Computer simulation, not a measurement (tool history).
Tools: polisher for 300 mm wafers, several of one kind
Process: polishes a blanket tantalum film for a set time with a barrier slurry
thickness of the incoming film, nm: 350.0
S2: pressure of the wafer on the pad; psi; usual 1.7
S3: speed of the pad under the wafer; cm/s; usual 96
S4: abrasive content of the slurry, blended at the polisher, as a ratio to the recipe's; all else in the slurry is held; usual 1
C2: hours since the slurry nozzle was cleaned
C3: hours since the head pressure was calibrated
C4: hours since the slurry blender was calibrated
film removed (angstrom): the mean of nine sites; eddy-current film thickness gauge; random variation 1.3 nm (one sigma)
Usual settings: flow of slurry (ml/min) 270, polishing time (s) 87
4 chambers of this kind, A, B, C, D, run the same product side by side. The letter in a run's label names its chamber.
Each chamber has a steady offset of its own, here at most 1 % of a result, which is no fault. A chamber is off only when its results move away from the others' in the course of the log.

{"hour": 5.3, "done": "chamber A: worn pad replaced by a new one"}
{"run": "1C", "hour": 8.8, "flow of slurry (ml/min)": 270, "S2": 1.7, "S3": 96, "S4": 1, "polishing time (s)": 87, "wafers polished on this pad": 658, "C2": 300.5, "C3": 432.5, "C4": 166.8, "film removed (angstrom)": 1269.3}
{"run": "2A", "hour": 14.9, "flow of slurry (ml/min)": 270, "S2": 1.7, "S3": 96, "S4": 1, "polishing time (s)": 87, "wafers polished on this pad": 65, "C2": 223.4, "C3": 324.9, "C4": 298, "film removed (angstrom)": 1292.2}
{"hour": 19.5, "done": "chamber B: worn pad replaced by a new one"}
{"run": "3B", "hour": 23.5, "flow of slurry (ml/min)": 270, "S2": 1.7, "S3": 96, "S4": 1, "polishing time (s)": 87, "wafers polished on this pad": 27, "C2": 98.1, "C3": 446.1, "C4": 118, "film removed (angstrom)": 1303.8}
{"run": "4D", "hour": 28.7, "flow of slurry (ml/min)": 270, "S2": 1.7, "S3": 96, "S4": 1, "polishing time (s)": 87, "wafers polished on this pad": 1061, "C2": 277.7, "C3": 189.7, "C4": 32.2, "film removed (angstrom)": 1302}
{"run": "5A", "hour": 35.0, "flow of slurry (ml/min)": 300, "S2": 2.3, "S3": 96, "S4": 1, "polishing time (s)": 87, "wafers polished on this pad": 202, "C2": 243.5, "C3": 345, "C4": 318.1, "film removed (angstrom)": 1776.3}
{"hour": 37.8, "done": "chamber D: slurry nozzle cleaned"}
{"hour": 41.8, "done": "chamber A: slurry nozzle cleaned"}
{"run": "6C", "hour": 42.6, "flow of slurry (ml/min)": 300, "S2": 2.3, "S3": 96, "S4": 1, "polishing time (s)": 87, "wafers polished on this pad": 888, "C2": 334.3, "C3": 466.3, "C4": 200.6, "film removed (angstrom)": 1764.3}
{"hour": 47.7, "done": "chamber C: worn pad replaced by a new one"}
{"run": "7B", "hour": 51.4, "flow of slurry (ml/min)": 300, "S2": 2.3, "S3": 96, "S4": 1, "polishing time (s)": 87, "wafers polished on this pad": 217, "C2": 126, "C3": 474, "C4": 145.9, "film removed (angstrom)": 1711.9}
{"run": "8D", "hour": 58.5, "flow of slurry (ml/min)": 300, "S2": 2.3, "S3": 96, "S4": 1, "polishing time (s)": 87, "wafers polished on this pad": 1264, "C2": 20.7, "C3": 219.5, "C4": 62, "film removed (angstrom)": 1795.9}
{"run": "9B", "hour": 67.4, "flow of slurry (ml/min)": 270, "S2": 1.7, "S3": 96, "S4": 1, "polishing time (s)": 87, "wafers polished on this pad": 326, "C2": 142, "C3": 490, "C4": 161.9, "film removed (angstrom)": 1263.5}
{"run": "10C", "hour": 73.6, "flow of slurry (ml/min)": 270, "S2": 1.7, "S3": 96, "S4": 1, "polishing time (s)": 87, "wafers polished on this pad": 176, "C2": 365.3, "C3": 497.3, "C4": 231.6, "film removed (angstrom)": 1283.3}
{"run": "11A", "hour": 81.8, "flow of slurry (ml/min)": 270, "S2": 1.7, "S3": 96, "S4": 1, "polishing time (s)": 69, "wafers polished on this pad": 520, "C2": 40, "C3": 391.8, "C4": 364.9, "film removed (angstrom)": 1018.3}
{"hour": 86.1, "done": "chamber D: worn pad replaced by a new one"}
{"run": "12D", "hour": 89.4, "flow of slurry (ml/min)": 270, "S2": 1.7, "S3": 96, "S4": 1, "polishing time (s)": 69, "wafers polished on this pad": 22, "C2": 51.6, "C3": 250.4, "C4": 92.9, "film removed (angstrom)": 1028.5}
{"run": "13B", "hour": 96.8, "flow of slurry (ml/min)": 270, "S2": 1.7, "S3": 96, "S4": 1, "polishing time (s)": 69, "wafers polished on this pad": 526, "C2": 171.4, "C3": 519.4, "C4": 191.3, "film removed (angstrom)": 962.1}
{"hour": 99.9, "done": "chamber A: slurry blender recalibrated"}
{"run": "14A", "hour": 101.8, "flow of slurry (ml/min)": 270, "S2": 1.7, "S3": 96, "S4": 1, "polishing time (s)": 69, "wafers polished on this pad": 656, "C2": 60, "C3": 411.8, "C4": 1.9, "film removed (angstrom)": 1024}
{"hour": 105.6, "done": "chamber C: slurry blender recalibrated"}
{"run": "15D", "hour": 106.6, "flow of slurry (ml/min)": 270, "S2": 1.7, "S3": 96, "S4": 1, "polishing time (s)": 87, "wafers polished on this pad": 139, "C2": 68.8, "C3": 267.6, "C4": 110.1, "film removed (angstrom)": 1299.2}
{"run": "16C", "hour": 113.5, "flow of slurry (ml/min)": 270, "S2": 1.7, "S3": 96, "S4": 1, "polishing time (s)": 87, "wafers polished on this pad": 448, "C2": 405.2, "C3": 537.2, "C4": 7.9, "film removed (angstrom)": 1307.4}
{"run": "17B", "hour": 120.1, "flow of slurry (ml/min)": 270, "S2": 1.7, "S3": 96, "S4": 1, "polishing time (s)": 87, "wafers polished on this pad": 684, "C2": 194.7, "C3": 542.7, "C4": 214.6, "film removed (angstrom)": 1213.9}
{"run": "18D", "hour": 128.6, "flow of slurry (ml/min)": 270, "S2": 1.7, "S3": 96, "S4": 1, "polishing time (s)": 87, "wafers polished on this pad": 289, "C2": 90.8, "C3": 289.6, "C4": 132.1, "film removed (angstrom)": 1296.6}
{"hour": 133.0, "done": "chamber A: worn pad replaced by a new one"}
{"run": "19A", "hour": 134.3, "flow of slurry (ml/min)": 270, "S2": 1.7, "S3": 96, "S4": 1, "polishing time (s)": 87, "wafers polished on this pad": 9, "C2": 92.5, "C3": 444.3, "C4": 34.4, "film removed (angstrom)": 1294.8}
{"run": "20C", "hour": 141.6, "flow of slurry (ml/min)": 270, "S2": 1.7, "S3": 96, "S4": 1, "polishing time (s)": 87, "wafers polished on this pad": 639, "C2": 433.3, "C3": 565.3, "C4": 36, "film removed (angstrom)": 1288.9}
{"run": "21B", "hour": 147.1, "flow of slurry (ml/min)": 270, "S2": 1.7, "S3": 96, "S4": 1, "polishing time (s)": 87, "wafers polished on this pad": 868, "C2": 221.7, "C3": 569.7, "C4": 241.6, "film removed (angstrom)": 1193.1}
{"hour": 149.7, "done": "chamber D: slurry blender recalibrated"}
{"run": "22D", "hour": 154.7, "flow of slurry (ml/min)": 270, "S2": 1.7, "S3": 96, "S4": 1, "polishing time (s)": 87, "wafers polished on this pad": 466, "C2": 116.9, "C3": 315.7, "C4": 5.1, "film removed (angstrom)": 1300.3}
{"run": "23C", "hour": 162.3, "flow of slurry (ml/min)": 270, "S2": 1.7, "S3": 96, "S4": 1, "polishing time (s)": 87, "wafers polished on this pad": 779, "C2": 454, "C3": 586, "C4": 56.7, "film removed (angstrom)": 1293.2}
{"run": "24A", "hour": 170.8, "flow of slurry (ml/min)": 270, "S2": 1.7, "S3": 96, "S4": 1, "polishing time (s)": 87, "wafers polished on this pad": 257, "C2": 129, "C3": 480.8, "C4": 70.9, "film removed (angstrom)": 1302.1}
{"hour": 172.4, "done": "chamber C: worn pad replaced by a new one"}
{"run": "25A", "hour": 176.6, "flow of slurry (ml/min)": 270, "S2": 1.7, "S3": 96, "S4": 1, "polishing time (s)": 87, "wafers polished on this pad": 296, "C2": 134.8, "C3": 486.6, "C4": 76.7, "film removed (angstrom)": 1284.6}
{"hour": 181.7, "done": "chamber B: slurry nozzle cleaned"}
{"run": "26D", "hour": 186.0, "flow of slurry (ml/min)": 270, "S2": 1.7, "S3": 96, "S4": 0.75, "polishing time (s)": 114, "wafers polished on this pad": 679, "C2": 148.2, "C3": 347, "C4": 36.4, "film removed (angstrom)": 1578.6}
{"hour": 188.5, "done": "chamber B: worn pad replaced by a new one"}
{"run": "27C", "hour": 191.6, "flow of slurry (ml/min)": 270, "S2": 1.7, "S3": 96, "S4": 0.75, "polishing time (s)": 114, "wafers polished on this pad": 131, "C2": 483.3, "C3": 615.3, "C4": 86, "film removed (angstrom)": 1555.3}
{"run": "28B", "hour": 197.8, "flow of slurry (ml/min)": 270, "S2": 1.7, "S3": 96, "S4": 0.75, "polishing time (s)": 114, "wafers polished on this pad": 63, "C2": 16.2, "C3": 620.4, "C4": 292.3, "film removed (angstrom)": 1394.8}

All 4 chambers run these settings next. Forecast each chamber's results:
{"run": "29A", "hour": 204.6, "flow of slurry (ml/min)": 270, "S2": 1.7, "S3": 96, "S4": 1, "polishing time (s)": 87, "film removed (angstrom)": "?"}
{"run": "29B", "hour": 204.6, "flow of slurry (ml/min)": 270, "S2": 1.7, "S3": 96, "S4": 1, "polishing time (s)": 87, "film removed (angstrom)": "?"}
{"run": "29C", "hour": 204.6, "flow of slurry (ml/min)": 270, "S2": 1.7, "S3": 96, "S4": 1, "polishing time (s)": 87, "film removed (angstrom)": "?"}
{"run": "29D", "hour": 204.6, "flow of slurry (ml/min)": 270, "S2": 1.7, "S3": 96, "S4": 1, "polishing time (s)": 87, "film removed (angstrom)": "?"}

run=29A film_removed_(angstrom)=1271.6
run=29B film_removed_(angstrom)=1132.4
run=29C film_removed_(angstrom)=1290.1
run=29D film_removed_(angstrom)=1302.5
